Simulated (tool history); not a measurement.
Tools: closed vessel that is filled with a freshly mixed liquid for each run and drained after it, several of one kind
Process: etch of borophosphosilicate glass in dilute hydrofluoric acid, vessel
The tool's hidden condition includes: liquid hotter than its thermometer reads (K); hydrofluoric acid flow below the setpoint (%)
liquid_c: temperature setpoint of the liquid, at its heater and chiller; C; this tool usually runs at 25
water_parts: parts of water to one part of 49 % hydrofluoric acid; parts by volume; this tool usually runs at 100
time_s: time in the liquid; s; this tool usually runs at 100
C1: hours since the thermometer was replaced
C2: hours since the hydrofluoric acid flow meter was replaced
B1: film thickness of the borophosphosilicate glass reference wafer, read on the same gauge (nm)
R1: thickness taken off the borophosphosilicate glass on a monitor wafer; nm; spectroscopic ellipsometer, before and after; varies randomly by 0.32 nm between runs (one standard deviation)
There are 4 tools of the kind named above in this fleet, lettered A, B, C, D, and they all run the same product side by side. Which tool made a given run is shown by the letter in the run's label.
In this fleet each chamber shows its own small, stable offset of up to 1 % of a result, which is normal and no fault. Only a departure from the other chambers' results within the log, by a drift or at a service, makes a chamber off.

run 1C hour=9.6 | liquid_c=25 water_parts=100 time_s=100 | C1=584.7 C2=1457.1 | B1=100.07 | R1=39.741
run 2D hour=18.7 | liquid_c=25 water_parts=100 time_s=100 | C1=468.7 C2=371.8 | B1=99.994 | R1=39.382
run 3B hour=31.6 | liquid_c=25 water_parts=100 time_s=100 | C1=1899.1 C2=1268.1 | B1=100.03 | R1=40.087
run 4A hour=38.6 | liquid_c=25 water_parts=100 time_s=100 | C1=1356.2 C2=721.6 | B1=100.02 | R1=39.911
run 5D hour=45.5 | liquid_c=25 water_parts=100 time_s=100 | C1=495.5 C2=398.6 | B1=99.995 | R1=39.374
run 6A hour=56.2 | liquid_c=25 water_parts=100 time_s=100 | C1=1373.8 C2=739.2 | B1=99.957 | R1=39.912
run 7B hour=65.9 | liquid_c=25 water_parts=100 time_s=100 | C1=1933.4 C2=1302.4 | B1=99.987 | R1=39.667
run 8C hour=77 | liquid_c=25 water_parts=100 time_s=100 | C1=652.1 C2=1524.5 | B1=99.993 | R1=40.253
run 9D hour=86.3 | liquid_c=25 water_parts=100 time_s=100 | C1=536.3 C2=439.4 | B1=99.994 | R1=39.278
-- hour=95.6 chamber A: hydrofluoric acid flow meter replaced
run 10A hour=96.6 | liquid_c=25 water_parts=100 time_s=100 | C1=1414.2 C2=1.1 | B1=100.02 | R1=39.776
run 11C hour=106.4 | liquid_c=25 water_parts=100 time_s=100 | C1=681.5 C2=1553.9 | B1=100.02 | R1=40.118
run 12B hour=119.1 | liquid_c=25 water_parts=100 time_s=100 | C1=1986.6 C2=1355.6 | B1=99.983 | R1=39.445
run 13B hour=126.8 | liquid_c=25 water_parts=100 time_s=100 | C1=1994.3 C2=1363.3 | B1=100 | R1=39.695
-- hour=128.6 chamber B: thermometer replaced
run 14A hour=134 | liquid_c=25 water_parts=100 time_s=100 | C1=1451.6 C2=38.5 | B1=100.01 | R1=39.873
run 15C hour=140.8 | liquid_c=25 water_parts=100 time_s=100 | C1=715.9 C2=1588.3 | B1=100.02 | R1=39.314
run 16D hour=150.9 | liquid_c=25 water_parts=100 time_s=100 | C1=600.9 C2=504 | B1=99.985 | R1=40.043
run 17A hour=159.5 | liquid_c=25 water_parts=100 time_s=100 | C1=1477.1 C2=64 | B1=99.98 | R1=39.43
run 18B hour=170.3 | liquid_c=25 water_parts=100 time_s=100 | C1=41.7 C2=1406.8 | B1=99.995 | R1=39.381
run 19D hour=181.4 | liquid_c=25 water_parts=100 time_s=100 | C1=631.4 C2=534.5 | B1=99.986 | R1=40.821
run 20C hour=192.6 | liquid_c=25 water_parts=100 time_s=100 | C1=767.7 C2=1640.1 | B1=100 | R1=39.668
run 21B hour=200.6 | liquid_c=25 water_parts=100 time_s=100 | C1=72 C2=1437.1 | B1=99.98 | R1=39.554
run 22D hour=207.8 | liquid_c=25 water_parts=100 time_s=100 | C1=657.8 C2=560.9 | B1=100.02 | R1=41.102
run 23C hour=216.9 | liquid_c=25 water_parts=100 time_s=100 | C1=792 C2=1664.4 | B1=100.04 | R1=40.35
run 24A hour=227.8 | liquid_c=25 water_parts=100 time_s=70 | C1=1545.4 C2=132.3 | B1=99.949 | R1=28.055

All 4 chambers run these settings next. Forecast each chamber's results:
run 25A hour=237.2 | liquid_c=25 water_parts=100 time_s=100 | R1=?
run 25B hour=237.2 | liquid_c=25 water_parts=100 time_s=100 | R1=?
run 25C hour=237.2 | liquid_c=25 water_parts=100 time_s=100 | R1=?
run 25D hour=237.2 | liquid_c=25 water_parts=100 time_s=100 | R1=?

run=25A R1=40.407
run=25B R1=39.37
run=25C R1=39.707
run=25D R1=41.466

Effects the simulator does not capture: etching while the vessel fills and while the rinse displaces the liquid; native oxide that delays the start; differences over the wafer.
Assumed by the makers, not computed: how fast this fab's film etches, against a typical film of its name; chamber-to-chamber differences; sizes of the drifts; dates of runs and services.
